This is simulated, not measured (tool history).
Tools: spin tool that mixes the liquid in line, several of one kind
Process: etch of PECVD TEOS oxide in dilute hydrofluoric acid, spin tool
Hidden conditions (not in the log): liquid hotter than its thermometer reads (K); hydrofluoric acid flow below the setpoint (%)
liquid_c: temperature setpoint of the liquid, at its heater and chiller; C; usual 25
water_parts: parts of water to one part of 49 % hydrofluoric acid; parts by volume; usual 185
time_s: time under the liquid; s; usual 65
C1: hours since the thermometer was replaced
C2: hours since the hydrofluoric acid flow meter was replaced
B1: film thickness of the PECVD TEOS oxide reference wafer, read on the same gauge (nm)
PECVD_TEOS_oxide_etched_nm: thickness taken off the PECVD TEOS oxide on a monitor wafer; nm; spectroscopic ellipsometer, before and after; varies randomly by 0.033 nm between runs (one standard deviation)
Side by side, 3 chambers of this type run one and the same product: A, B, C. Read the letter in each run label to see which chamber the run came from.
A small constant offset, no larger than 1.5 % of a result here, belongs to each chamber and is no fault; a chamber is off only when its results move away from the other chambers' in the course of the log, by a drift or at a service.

Run 1C, hour 4.8: usual settings; C1 458.6; C2 516.3; B1 100. Result: PECVD_TEOS_oxide_etched_nm 5.5637 nm.
Run 2B, hour 9.5: usual settings; C1 302.9; C2 46.6; B1 100.02. Result: PECVD_TEOS_oxide_etched_nm 5.6397 nm.
Run 3A, hour 14.7: usual settings; C1 773; C2 309.9; B1 100. Result: PECVD_TEOS_oxide_etched_nm 5.6089 nm.
Run 4B, hour 21.4: usual settings; C1 314.8; C2 58.5; B1 99.998. Result: PECVD_TEOS_oxide_etched_nm 5.6033 nm.
Run 5A, hour 28.1: usual settings; C1 786.4; C2 323.3; B1 100.01. Result: PECVD_TEOS_oxide_etched_nm 5.5192 nm.
Run 6C, hour 34.4: usual settings; C1 488.2; C2 545.9; B1 99.979. Result: PECVD_TEOS_oxide_etched_nm 5.5999 nm.
Run 7B, hour 37.8: usual settings; C1 331.2; C2 74.9; B1 99.991. Result: PECVD_TEOS_oxide_etched_nm 5.6786 nm.
Run 8C, hour 41.9: usual settings; C1 495.7; C2 553.4; B1 99.992. Result: PECVD_TEOS_oxide_etched_nm 5.6369 nm.
Run 9A, hour 45.2: usual settings; C1 803.5; C2 340.4; B1 99.995. Result: PECVD_TEOS_oxide_etched_nm 5.4858 nm.
Run 10C, hour 52.5: usual settings; C1 506.3; C2 564; B1 100. Result: PECVD_TEOS_oxide_etched_nm 5.5682 nm.
Run 11A, hour 59.7: usual settings; C1 818; C2 354.9; B1 99.992. Result: PECVD_TEOS_oxide_etched_nm 5.5779 nm.
Run 12B, hour 64.5: usual settings; C1 357.9; C2 101.6; B1 100.04. Result: PECVD_TEOS_oxide_etched_nm 5.6625 nm.
Run 13A, hour 71.3: usual settings; C1 829.6; C2 366.5; B1 99.987. Result: PECVD_TEOS_oxide_etched_nm 5.5044 nm.
Run 14C, hour 78.4: usual settings; C1 532.2; C2 589.9; B1 100.01. Result: PECVD_TEOS_oxide_etched_nm 5.5788 nm.
Run 15B, hour 82.4: usual settings; C1 375.8; C2 119.5; B1 100. Result: PECVD_TEOS_oxide_etched_nm 5.6169 nm.
Run 16B, hour 88.5: usual settings; C1 381.9; C2 125.6; B1 99.999. Result: PECVD_TEOS_oxide_etched_nm 5.6082 nm.
Run 17A, hour 95.9: usual settings but water_parts 230 parts by volume, time_s 30 s; C1 854.2; C2 391.1; B1 100.01. Result: PECVD_TEOS_oxide_etched_nm 1.9578 nm.
Run 18C, hour 101.8: usual settings but water_parts 230 parts by volume, time_s 30 s; C1 555.6; C2 613.3; B1 99.99. Result: PECVD_TEOS_oxide_etched_nm 1.998 nm.
Run 19A, hour 106.2: usual settings but water_parts 230 parts by volume, time_s 30 s; C1 864.5; C2 401.4; B1 100. Result: PECVD_TEOS_oxide_etched_nm 2.004 nm.
Run 20B, hour 109.5: usual settings; C1 402.9; C2 146.6; B1 99.992. Result: PECVD_TEOS_oxide_etched_nm 5.611 nm.
Run 21C, hour 115.6: usual settings; C1 569.4; C2 627.1; B1 99.98. Result: PECVD_TEOS_oxide_etched_nm 5.5783 nm.
Run 22A, hour 122.2: usual settings; C1 880.5; C2 417.4; B1 99.991. Result: PECVD_TEOS_oxide_etched_nm 5.6282 nm.
Run 23C, hour 126.1: usual settings; C1 579.9; C2 637.6; B1 99.987. Result: PECVD_TEOS_oxide_etched_nm 5.5615 nm.
Run 24B, hour 132.4: usual settings; C1 425.8; C2 169.5; B1 100.03. Result: PECVD_TEOS_oxide_etched_nm 5.6285 nm.
Run 25B, hour 136.8: usual settings; C1 430.2; C2 173.9; B1 99.988. Result: PECVD_TEOS_oxide_etched_nm 5.7073 nm.
Run 26A, hour 140.8: usual settings; C1 899.1; C2 436; B1 100.02. Result: PECVD_TEOS_oxide_etched_nm 5.716 nm.
Run 27C, hour 148.1: usual settings; C1 601.9; C2 659.6; B1 100.02. Result: PECVD_TEOS_oxide_etched_nm 5.5392 nm.
Run 28C, hour 153.6: usual settings; C1 607.4; C2 665.1; B1 100.02. Result: PECVD_TEOS_oxide_etched_nm 5.5415 nm.
Run 29B, hour 159.6: usual settings; C1 453; C2 196.7; B1 99.994. Result: PECVD_TEOS_oxide_etched_nm 5.6754 nm.
Run 30A, hour 167.1: usual settings; C1 925.4; C2 462.3; B1 100.01. Result: PECVD_TEOS_oxide_etched_nm 5.8093 nm.
Run 31B, hour 170.6: usual settings; C1 464; C2 207.7; B1 100. Result: PECVD_TEOS_oxide_etched_nm 5.6312 nm.
Run 32C, hour 177.4: usual settings; C1 631.2; C2 688.9; B1 99.985. Result: PECVD_TEOS_oxide_etched_nm 5.6163 nm.
Run 33A, hour 182: usual settings; C1 940.3; C2 477.2; B1 100. Result: PECVD_TEOS_oxide_etched_nm 5.8533 nm.
Run 34A, hour 188.7: usual settings; C1 947; C2 483.9; B1 99.989. Result: PECVD_TEOS_oxide_etched_nm 5.8455 nm.
Run 35B, hour 193.8: usual settings but liquid_c 21 C, time_s 30 s; C1 487.2; C2 230.9; B1 99.976. Result: PECVD_TEOS_oxide_etched_nm 2.2475 nm.
Run 36C, hour 201.3: usual settings but liquid_c 21 C, time_s 30 s; C1 655.1; C2 712.8; B1 100.01. Result: PECVD_TEOS_oxide_etched_nm 2.2322 nm.
Run 37C, hour 207.9: usual settings but liquid_c 21 C, time_s 30 s; C1 661.7; C2 719.4; B1 100.04. Result: PECVD_TEOS_oxide_etched_nm 2.2121 nm.
Run 38B, hour 213.6: usual settings; C1 507; C2 250.7; B1 99.986. Result: PECVD_TEOS_oxide_etched_nm 5.5772 nm.
Run 39A, hour 220.7: usual settings; C1 979; C2 515.9; B1 99.993. Result: PECVD_TEOS_oxide_etched_nm 5.899 nm.
At hour 221.3: chamber A: hydrofluoric acid flow meter replaced.
Run 40C, hour 226.9: usual settings; C1 680.7; C2 738.4; B1 99.989. Result: PECVD_TEOS_oxide_etched_nm 5.6003 nm.
Run 41A, hour 231.3: usual settings; C1 989.6; C2 10; B1 100. Result: PECVD_TEOS_oxide_etched_nm 5.9912 nm.

What goes on in this fleet: one chamber off, a drifting gauge, or nothing beyond the chambers' own small offsets? Name the chamber and the cause, if any.

One chamber, A, drifts off from the rest bit by bit.
Cause: liquid hotter than its thermometer reads (K) = 2.14.

Chamber A could run next with any of the 4 candidate recipes listed below; each alters the usual settings, and their results appear as question marks. Which one brings its results back in line with what the other chambers deliver on the usual settings?
In line means no further than this from the other chambers' mean on the usual settings: PECVD_TEOS_oxide_etched_nm 0.12 nm
Run 42A-1, hour 236.7: usual settings but water_parts 175 parts by volume. Result: PECVD_TEOS_oxide_etched_nm ?.
Run 42A-2, hour 236.7: usual settings but water_parts 195 parts by volume. Result: PECVD_TEOS_oxide_etched_nm ?.
Run 42A-3, hour 236.7: usual settings but water_parts 180 parts by volume, time_s 70 s. Result: PECVD_TEOS_oxide_etched_nm ?.
Run 42A-4, hour 236.7: usual settings but liquid_c 22 C. Result: PECVD_TEOS_oxide_etched_nm ?.

The other chambers' mean on the usual settings: PECVD_TEOS_oxide_etched_nm 5.6126 nm
  run  PECVD_TEOS_oxide_etched_nm
42A-1                      6.3912
42A-2                      5.5922
42A-3                      6.6488
42A-4                       5.355
It is 42A-2 that realigns the chamber with its peers.
